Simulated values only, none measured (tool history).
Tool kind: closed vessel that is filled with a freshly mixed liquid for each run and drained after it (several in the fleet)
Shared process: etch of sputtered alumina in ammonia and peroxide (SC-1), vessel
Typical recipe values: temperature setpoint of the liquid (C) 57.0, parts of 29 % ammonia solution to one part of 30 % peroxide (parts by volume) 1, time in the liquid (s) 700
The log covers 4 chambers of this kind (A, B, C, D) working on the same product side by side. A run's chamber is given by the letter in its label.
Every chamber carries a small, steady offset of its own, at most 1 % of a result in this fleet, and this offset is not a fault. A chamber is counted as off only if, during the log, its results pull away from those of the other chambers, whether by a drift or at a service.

run,hour,temperature setpoint of the liquid (C),parts of 29 % ammonia solution to one part of 30 % peroxide (parts by volume),time in the liquid (s),"read-back film thickness of the sputtered alumina reference wafer, read on the same gauge (nm)",thickness taken off the sputtered alumina on a monitor wafer (Å)
1A,7.5,57.0,1,700,130.00,500.40
2B,14.9,57.0,1,700,129.97,504.69
3D,21.8,57.0,1,700,129.97,509.35
4C,30.3,57.0,1,700,129.97,506.47
5A,42.5,57.0,1,700,130.03,498.60
6B,55.8,57.0,1,700,129.99,502.93
7D,66.5,57.0,1,700,130.01,490.70
8C,74.5,57.0,1,700,130.01,496.66
9C,86.8,57.0,1,700,130.00,506.37
10A,96.3,57.0,1,700,130.02,502.99
11B,105.2,57.0,1,700,130.03,505.86
12D,120.0,57.0,1,700,130.00,484.20
13D,130.3,57.0,1,700,130.00,481.01
14C,139.0,57.0,1,700,130.04,502.68
15A,149.2,57.0,1,700,130.01,495.46
16B,159.1,57.0,1,700,130.03,502.33
17B,174.4,57.0,1,700,130.02,496.43
18D,181.5,64.5,1,475,129.99,473.61
# hour 185.2: chamber C: ammonia flow meter replaced
19A,196.7,64.5,1,475,130.00,499.13
# hour 211.6: chamber B: thermometer replaced
20C,211.8,64.5,1,475,130.00,518.39
21B,223.4,64.5,1,475,130.00,500.04
22A,234.2,57.0,1,700,129.97,496.07
# hour 248.2: chamber C: new drum of ammonia solution connected
23D,249.0,57.0,1,700,129.99,471.60
24C,256.9,57.0,1,700,130.00,504.94
# hour 265.2: chamber C: thermometer replaced
25B,269.5,50.0,1,700,129.98,349.23
26A,283.9,50.0,1,700,130.00,352.31
27D,295.6,50.0,1,700,130.04,315.89
28C,304.4,50.0,1,700,130.00,351.93
29A,313.7,57.0,1,700,129.98,504.91
30D,324.4,57.0,1,700,129.98,447.93
31C,334.2,57.0,1,700,130.00,505.11

Each of the 4 chambers runs these same settings next. Fill in every chamber's results:
32A,345.5,57.0,1,1000,,?
32B,345.5,57.0,1,1000,,?
32C,345.5,57.0,1,1000,,?
32D,345.5,57.0,1,1000,,?

run,thickness taken off the sputtered alumina on a monitor wafer (Å)
32A,714.94
32B,722.03
32C,726.94
32D,628.82

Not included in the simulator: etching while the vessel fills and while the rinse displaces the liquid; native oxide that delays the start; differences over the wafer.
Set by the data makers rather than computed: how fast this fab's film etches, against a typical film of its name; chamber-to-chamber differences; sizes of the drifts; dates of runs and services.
